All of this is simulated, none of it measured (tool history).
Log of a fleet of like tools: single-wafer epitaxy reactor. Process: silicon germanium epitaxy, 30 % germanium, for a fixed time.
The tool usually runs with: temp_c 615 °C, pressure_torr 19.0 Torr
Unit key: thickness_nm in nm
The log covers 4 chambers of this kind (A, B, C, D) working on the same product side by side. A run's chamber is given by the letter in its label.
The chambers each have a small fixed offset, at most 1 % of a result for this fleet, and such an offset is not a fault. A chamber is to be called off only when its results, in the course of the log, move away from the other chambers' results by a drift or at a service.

run   hour  temp_c  pressure_torr  hours since the last pyrometer calibration  hours since the last manometer calibration  read-back reference wafer on the same gauge, thickness_nm  thickness_nm
 1A    4.9     615           19.0                                      1267.9                                       102.5                                                     61.174        75.838
 2B   12.5     615           19.0                                       282.5                                       482.0                                                     61.239        75.980
 3C   20.8     615           19.0                                      2051.8                                       722.7                                                     61.184        75.538
 4D   24.8     615           19.0                                      1555.9                                      1536.9                                                     61.200        75.635
 5B   30.8     615           19.0                                       300.8                                       500.3                                                     61.210        75.620
 6A   35.9     615           19.0                                      1298.9                                       133.5                                                     61.127        76.156
 7C   43.0     615           19.0                                      2074.0                                       744.9                                                     61.100        75.227
 8D   51.6     615           19.0                                      1582.7                                      1563.7                                                     61.170        75.357
 9B   55.9     615           19.0                                       325.9                                       525.4                                                     61.184        75.815
10C   64.5     615           19.0                                      2095.5                                       766.4                                                     61.248        75.644
11A   70.7     615           19.0                                      1333.7                                       168.3                                                     61.255        75.498
12D   74.8     615           19.0                                      1605.9                                      1586.9                                                     61.211        76.034
13D   80.0     615           19.0                                      1611.1                                      1592.1                                                     61.207        75.319
14B   85.4     622           20.6                                       355.4                                       554.9                                                     61.178        88.887
15A   90.9     622           20.6                                      1353.9                                       188.5                                                     61.244        89.073
16C   98.9     622           20.6                                      2129.9                                       800.8                                                     61.188        87.800
17C  106.2     622           20.6                                      2137.2                                       808.1                                                     61.285        87.491
18B  112.8     615           19.0                                       382.8                                       582.3                                                     61.199        76.097
19A  119.4     608           19.0                                      1382.4                                       217.0                                                     61.192        66.921
20D  123.4     608           19.0                                      1654.5                                      1635.5                                                     61.239        64.616
21A  129.6     608           19.0                                      1392.6                                       227.2                                                     61.131        66.673
22B  136.8     608           19.0                                       406.8                                       606.3                                                     61.184        67.213
23D  143.7     615           19.0                                      1674.8                                      1655.8                                                     61.238        73.597
24C  152.4     605           20.7                                      2183.4                                       854.3                                                     61.259        65.473
25B  156.9     605           20.7                                       426.9                                       626.4                                                     61.223        65.516
     160.2  -- chamber D: capacitance manometer re-zeroed and calibrated
26D  165.1     605           20.7                                      1696.2                                         5.0                                                     61.154        63.291
27C  173.2     605           20.7                                      2204.2                                       875.1                                                     61.234        65.253
28A  181.5     615           19.0                                      1444.5                                       279.1                                                     61.214        76.490
29D  186.9     615           19.0                                      1718.0                                        26.8                                                     61.250        71.539
30C  194.5     615           14.4                                      2225.5                                       896.4                                                     61.159        67.593
31B  199.8     615           14.4                                       469.8                                       669.3                                                     61.189        68.346

The same settings go to every chamber for the next run, one line per chamber below. Forecast the results for each:
32A  206.1     615           19.0                                                                                                                                                                ?
32B  206.1     615           19.0                                                                                                                                                                ?
32C  206.1     615           19.0                                                                                                                                                                ?
32D  206.1     615           19.0                                                                                                                                                                ?

run  thickness_nm
32A        75.928
32B        75.142
32C        75.359
32D        70.965
